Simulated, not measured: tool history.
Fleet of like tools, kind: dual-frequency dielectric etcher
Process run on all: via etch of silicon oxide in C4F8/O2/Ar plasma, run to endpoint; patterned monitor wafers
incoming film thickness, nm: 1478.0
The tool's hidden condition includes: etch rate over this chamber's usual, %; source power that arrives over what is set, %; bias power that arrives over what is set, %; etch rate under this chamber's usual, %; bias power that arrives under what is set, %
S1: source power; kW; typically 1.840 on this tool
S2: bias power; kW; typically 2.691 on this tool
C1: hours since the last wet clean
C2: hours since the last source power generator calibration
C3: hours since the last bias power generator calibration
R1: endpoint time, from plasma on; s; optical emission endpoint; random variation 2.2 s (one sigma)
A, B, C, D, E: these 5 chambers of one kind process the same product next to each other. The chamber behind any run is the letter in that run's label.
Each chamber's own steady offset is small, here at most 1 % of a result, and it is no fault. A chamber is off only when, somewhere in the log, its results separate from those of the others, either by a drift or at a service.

| run | hour | S1 | S2 | C1 | C2 | C3 | R1 |
|---|---|---|---|---|---|---|---|
| 1E | 10.8 | 1.840 | 2.691 | 245.2 | 2073.8 | 1056.4 | 274.66 |
| 2A | 24.6 | 1.840 | 2.691 | 145.5 | 3922.5 | 2502.4 | 276.52 |
| 3B | 39.0 | 1.840 | 2.691 | 442.3 | 1371.0 | 716.5 | 278.44 |
|  | 48.0 | chamber A: source power generator calibrated |
| 4D | 51.1 | 1.840 | 2.691 | 435.8 | 3583.3 | 137.3 | 278.76 |
| 5C | 62.7 | 1.840 | 2.691 | 170.6 | 2361.7 | 2832.9 | 273.81 |
| 6D | 77.3 | 1.840 | 2.691 | 462.0 | 3609.5 | 163.5 | 276.46 |
| 7B | 90.5 | 1.840 | 2.691 | 493.8 | 1422.5 | 768.0 | 282.78 |
| 8A | 102.9 | 1.620 | 2.192 | 223.8 | 54.9 | 2580.7 | 313.47 |
| 9E | 115.2 | 1.620 | 2.192 | 349.6 | 2178.2 | 1160.8 | 308.39 |
| 10C | 126.2 | 1.620 | 2.192 | 234.1 | 2425.2 | 2896.4 | 304.55 |
|  | 126.8 | chamber A: bias power generator calibrated |
| 11E | 133.8 | 1.620 | 2.192 | 368.2 | 2196.8 | 1179.4 | 310.97 |
|  | 134.9 | chamber B: wet clean of the chamber |
| 12C | 141.6 | 1.620 | 2.192 | 249.5 | 2440.6 | 2911.8 | 302.39 |
| 13D | 154.0 | 1.840 | 2.691 | 538.7 | 3686.2 | 240.2 | 278.98 |
| 14B | 163.8 | 1.840 | 2.691 | 29.0 | 1495.8 | 841.3 | 281.46 |
|  | 171.4 | chamber D: wet clean of the chamber |
| 15A | 172.6 | 1.840 | 2.691 | 293.5 | 124.6 | 45.8 | 273.66 |
|  | 176.5 | chamber E: wet clean of the chamber |
| 16C | 184.5 | 1.840 | 2.691 | 292.4 | 2483.5 | 2954.7 | 275.82 |
| 17D | 194.0 | 1.840 | 2.691 | 22.6 | 3726.2 | 280.2 | 277.42 |
| 18A | 205.7 | 1.840 | 2.691 | 326.6 | 157.7 | 78.9 | 277.75 |
|  | 207.3 | chamber E: source power generator calibrated |
| 19B | 219.2 | 1.840 | 2.691 | 84.4 | 1551.2 | 896.7 | 276.61 |
| 20E | 230.0 | 1.840 | 2.691 | 53.5 | 22.8 | 1275.6 | 273.40 |
| 21B | 241.8 | 1.840 | 3.262 | 107.0 | 1573.8 | 919.3 | 258.63 |
| 22D | 249.4 | 1.840 | 3.262 | 78.0 | 3781.6 | 335.6 | 264.68 |
|  | 255.4 | chamber C: wet clean of the chamber |
| 23E | 259.9 | 1.840 | 3.262 | 83.4 | 52.7 | 1305.5 | 259.57 |
| 24A | 268.1 | 1.840 | 3.262 | 389.0 | 220.1 | 141.3 | 259.36 |
| 25C | 275.7 | 1.840 | 3.262 | 20.3 | 2574.7 | 3045.9 | 256.59 |
| 26C | 285.1 | 1.840 | 2.691 | 29.7 | 2584.1 | 3055.3 | 277.40 |
| 27E | 294.4 | 1.840 | 2.691 | 117.9 | 87.2 | 1340.0 | 269.16 |
| 28A | 303.6 | 1.840 | 2.691 | 424.5 | 255.6 | 176.8 | 273.61 |
| 29B | 317.4 | 1.840 | 2.691 | 182.6 | 1649.4 | 994.9 | 279.60 |
|  | 323.6 | chamber A: wet clean of the chamber |
| 30D | 326.5 | 1.840 | 2.691 | 155.1 | 3858.7 | 412.7 | 274.34 |
| 31C | 340.8 | 1.840 | 2.691 | 85.4 | 2639.8 | 3111.0 | 273.70 |
|  | 353.3 | chamber B: source power generator calibrated |
| 32D | 354.3 | 1.840 | 2.691 | 182.9 | 3886.5 | 440.5 | 275.85 |
| 33B | 363.4 | 1.840 | 2.691 | 228.6 | 10.1 | 1040.9 | 275.27 |
| 34E | 373.1 | 1.840 | 2.691 | 196.6 | 165.9 | 1418.7 | 275.49 |
|  | 374.3 | chamber D: source power generator calibrated |
| 35A | 388.1 | 2.050 | 2.312 | 64.5 | 340.1 | 261.3 | 271.50 |
| 36D | 395.0 | 2.050 | 2.312 | 223.6 | 20.7 | 481.2 | 276.75 |
| 37C | 402.3 | 2.050 | 2.312 | 146.9 | 2701.3 | 3172.5 | 277.23 |
| 38E | 409.4 | 2.050 | 2.312 | 232.9 | 202.2 | 1455.0 | 273.00 |

Read the log: is a single chamber off, either drifting away or since a service, is the gauge that measures every chamber drifting, or is nothing wrong beyond small per-chamber offsets? Name any odd chamber and what most likely caused it.

No chamber is off and the gauge is stable; the differences are just each chamber's small, constant offset.
